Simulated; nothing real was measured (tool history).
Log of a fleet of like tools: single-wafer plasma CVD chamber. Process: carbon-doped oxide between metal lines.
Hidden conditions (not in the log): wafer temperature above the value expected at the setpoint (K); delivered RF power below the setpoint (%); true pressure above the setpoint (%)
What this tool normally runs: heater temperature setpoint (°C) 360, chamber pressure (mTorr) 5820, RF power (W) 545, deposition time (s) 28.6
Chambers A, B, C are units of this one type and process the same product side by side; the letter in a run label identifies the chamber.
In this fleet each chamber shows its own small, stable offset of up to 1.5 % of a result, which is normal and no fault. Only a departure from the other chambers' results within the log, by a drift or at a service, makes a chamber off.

run   hour  heater temperature setpoint (°C)  chamber pressure (mTorr)  RF power (W)  deposition time (s)  hours since the last thermocouple change  hours since the last RF generator calibration  hours since the last manometer calibration  read-back reference wafer on the same gauge, thickness_nm  mean film thickness on the monitor wafer (Å)
 1C    5.5                               360                      5820           545                 28.6                                      86.3                                          236.0                                       760.5                                                     159.01                                        1520.8
 2B   12.5                               360                      5820           545                 28.6                                    1541.8                                          410.7                                       508.1                                                     159.08                                        1545.4
 3A   19.1                               360                      5820           545                 28.6                                    1423.3                                          735.0                                       689.0                                                     159.09                                        1545.1
 4B   23.2                               360                      5820           545                 28.6                                    1552.5                                          421.4                                       518.8                                                     159.06                                        1547.8
 5C   27.7                               360                      5820           545                 28.6                                     108.5                                          258.2                                       782.7                                                     159.04                                        1530.6
 6A   33.7                               360                      5820           545                 28.6                                    1437.9                                          749.6                                       703.6                                                     159.04                                        1539.3
 7A   40.7                               360                      5820           545                 28.6                                    1444.9                                          756.6                                       710.6                                                     159.05                                        1532.0
 8C   45.2                               360                      4410           450                 28.6                                     126.0                                          275.7                                       800.2                                                     158.90                                        1300.4
 9B   51.7                               360                      4410           450                 28.6                                    1581.0                                          449.9                                       547.3                                                     159.02                                        1320.0
10C   55.3                               360                      4410           450                 28.6                                     136.1                                          285.8                                       810.3                                                     158.93                                        1295.9
11B   59.9                               360                      5820           545                 28.6                                    1589.2                                          458.1                                       555.5                                                     158.91                                        1541.0
12A   66.0                               360                      5820           645                 23.4                                    1470.2                                          781.9                                       735.9                                                     159.10                                        1395.3
13A   71.1                               360                      5820           645                 23.4                                    1475.3                                          787.0                                       741.0                                                     158.97                                        1395.1
14B   76.4                               360                      5820           645                 23.4                                    1605.7                                          474.6                                       572.0                                                     159.08                                        1394.3
15C   80.9                               360                      5820           545                 28.6                                     161.7                                          311.4                                       835.9                                                     158.98                                        1518.0
16C   85.0                               360                      5820           545                 28.6                                     165.8                                          315.5                                       840.0                                                     159.07                                        1519.2
17A   90.5                               360                      5820           545                 28.6                                    1494.7                                          806.4                                       760.4                                                     159.06                                        1536.6
18B   94.0                               360                      5820           545                 28.6                                    1623.3                                          492.2                                       589.6                                                     158.98                                        1549.1
19A   97.6                               360                      5820           545                 32.4                                    1501.8                                          813.5                                       767.5                                                     159.12                                        1732.9
20B  102.5                               360                      5820           545                 32.4                                    1631.8                                          500.7                                       598.1                                                     159.06                                        1755.6
21C  107.7                               360                      5820           545                 32.4                                     188.5                                          338.2                                       862.7                                                     158.96                                        1710.5
22B  113.2                               360                      5820           640                 33.7                                    1642.5                                          511.4                                       608.8                                                     158.97                                        2002.1
23C  119.7                               360                      5820           640                 33.7                                     200.5                                          350.2                                       874.7                                                     159.12                                        1952.2
24A  123.2                               360                      5820           640                 33.7                                    1527.4                                          839.1                                       793.1                                                     158.88                                        2002.7
25C  130.2                               360                      5820           545                 28.6                                     211.0                                          360.7                                       885.2                                                     159.14                                        1503.2
26B  136.1                               360                      5820           545                 28.6                                    1665.4                                          534.3                                       631.7                                                     159.07                                        1542.7
     137.1  -- chamber C: capacitance manometer re-zeroed and calibrated
27A  140.9                               360                      5820           545                 28.6                                    1545.1                                          856.8                                       810.8                                                     159.05                                        1532.1
28A  146.3                               360                      5820           480                 28.6                                    1550.5                                          862.2                                       816.2                                                     158.93                                        1424.6
29C  152.4                               360                      5820           480                 28.6                                     233.2                                          382.9                                        15.3                                                     158.92                                        1378.0
30B  157.1                               360                      5820           480                 28.6                                    1686.4                                          555.3                                       652.7                                                     159.07                                        1424.3

Is one chamber off against the others, does the gauge drift, or is nothing wrong? If a chamber is off, say which, and what the likeliest cause is.

It is chamber C that slowly wanders off from its peers.
Likeliest cause: delivered RF power below the setpoint (%) = 4.75.

Chamber C could run next with any of the 4 candidate recipes listed below; each alters the usual settings, and their results appear as question marks. Which one brings its results back in line with what the other chambers deliver on the usual settings?
In-line tolerance around the mean of the other chambers on the usual settings: mean film thickness on the monitor wafer (Å) 19.0
31C-1  162.8                               360                      5830           550                 28.8                                                                                                                                                                                                                                             ?
31C-2  162.8                               360                      5810           540                 28.4                                                                                                                                                                                                                                             ?
31C-3  162.8                               360                      5820           580                 28.6                                                                                                                                                                                                                                             ?
31C-4  162.8                               360                      5790           535                 27.8                                                                                                                                                                                                                                             ?

Other chambers, usual settings, mean: mean film thickness on the monitor wafer (Å) 1540.4
  run  mean film thickness on the monitor wafer (Å)
31C-1                                        1502.7
31C-2                                        1464.4
31C-3                                        1543.2
31C-4                                        1424.9
The answer is 31C-3, which returns the chamber to within the allowed miss of the others.
